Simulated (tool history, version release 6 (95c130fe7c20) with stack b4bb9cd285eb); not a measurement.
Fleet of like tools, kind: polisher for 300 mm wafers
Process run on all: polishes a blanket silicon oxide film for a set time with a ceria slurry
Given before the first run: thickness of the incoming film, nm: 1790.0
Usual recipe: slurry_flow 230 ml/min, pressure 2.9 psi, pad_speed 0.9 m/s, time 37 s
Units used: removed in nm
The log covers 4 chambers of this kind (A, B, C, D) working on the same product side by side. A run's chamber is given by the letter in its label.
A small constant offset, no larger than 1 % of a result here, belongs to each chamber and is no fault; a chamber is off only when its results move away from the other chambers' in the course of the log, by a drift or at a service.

run,day,slurry_flow,pressure,pad_speed,time,removed
# day 0.192: chamber D: worn pad replaced by a new one
1B,0.438,230,2.9,0.9,37,143.23
2D,0.946,230,2.9,0.9,37,140.87
3A,1.475,230,2.9,0.9,37,143.1
# day 1.533: chamber B: worn pad replaced by a new one
4C,1.883,230,2.9,0.9,37,141.41
5B,2.212,230,2.9,0.9,37,145.25
6C,2.642,230,2.9,0.9,37,141.65
# day 2.654: chamber C: worn pad replaced by a new one
7D,2.946,230,2.9,0.9,37,141.65
8A,3.408,230,2.9,0.9,37,145.34
9A,3.738,230,2.9,0.9,37,141.97
10B,4.362,230,2.9,0.9,37,142.46
11D,4.8,230,2.9,0.9,37,140.19
12C,5.1,230,2.9,0.9,37,141.87
13C,5.4,230,2.9,0.9,37,142.43
14A,5.933,230,2.9,0.9,37,143.72
# day 6.154: chamber D: worn pad replaced by a new one
15D,6.479,230,2.9,0.9,37,141.29
16B,6.942,230,2.9,0.9,37,141.42
17D,7.529,230,2.9,1.12,37,176.96
# day 8.029: chamber B: slurry nozzle cleaned
18A,8.038,230,2.9,1.12,37,173.58
# day 8.162: chamber C: head pressure recalibrated
# day 8.179: chamber C: slurry nozzle cleaned
19C,8.508,230,2.9,1.12,37,176.37
# day 8.679: chamber B: worn pad replaced by a new one
# day 8.725: chamber C: worn pad replaced by a new one
20B,8.812,230,2.9,1.12,37,177.7
21C,9.438,230,2.9,0.9,37,141.78
# day 9.842: chamber A: slurry nozzle cleaned
22D,9.9,230,2.9,0.9,37,143.33
# day 10.229: chamber B: head pressure recalibrated
23B,10.292,230,2.9,0.9,37,144.19
24A,10.821,230,2.9,0.9,37,136.86
25C,11.412,230,2.9,0.9,37,144.47
# day 11.704: chamber D: slurry nozzle cleaned
26D,11.746,230,2.9,0.9,37,143.72
27B,12.379,230,2.9,0.9,37,141.58
# day 12.942: chamber D: worn pad replaced by a new one
28A,13.008,230,2.9,0.9,37,134.26
29D,13.325,230,2.9,0.9,37,141.04
30A,13.679,230,2.9,0.9,37,134.69
31B,14.242,230,2.9,0.9,37,141.51
32C,14.762,230,2.9,0.9,37,141.56
33A,15.171,230,2.9,0.9,37,128.56

Decide between three cases: one chamber stands off from its peers, the gauge reading all wafers drifts, or nothing is wrong past each chamber's small offset. Where a chamber is off, say which and what most likely put it there.

Chamber A drifts away from the others.
Likeliest cause: removal rate lost through wear of the pad, % = 9.94.
Not necessarily distinguishable in this log from: head's pressure below its setpoint, %.

Here are 4 candidates for chamber A's next run, each the usual settings with a change, their results left as question marks. Which one brings its results back in line with what the others give on the usual settings?
Maximum distance from the other chambers' mean on the usual settings for a result to count as in line: removed 4.9 nm
34A-1,15.638,230,3,0.92,38,?
34A-2,15.638,230,3.2,0.9,40,?
34A-3,15.638,230,2.8,0.9,35,?
34A-4,15.638,230,2.7,0.84,35,?

The mean the other chambers reach with the usual settings: removed 142.17 nm
run,removed
34A-1,140.58
34A-2,154.32
34A-3,118.38
34A-4,106.72
The right change is 34A-1: it brings the chamber back within the allowed miss of the others.
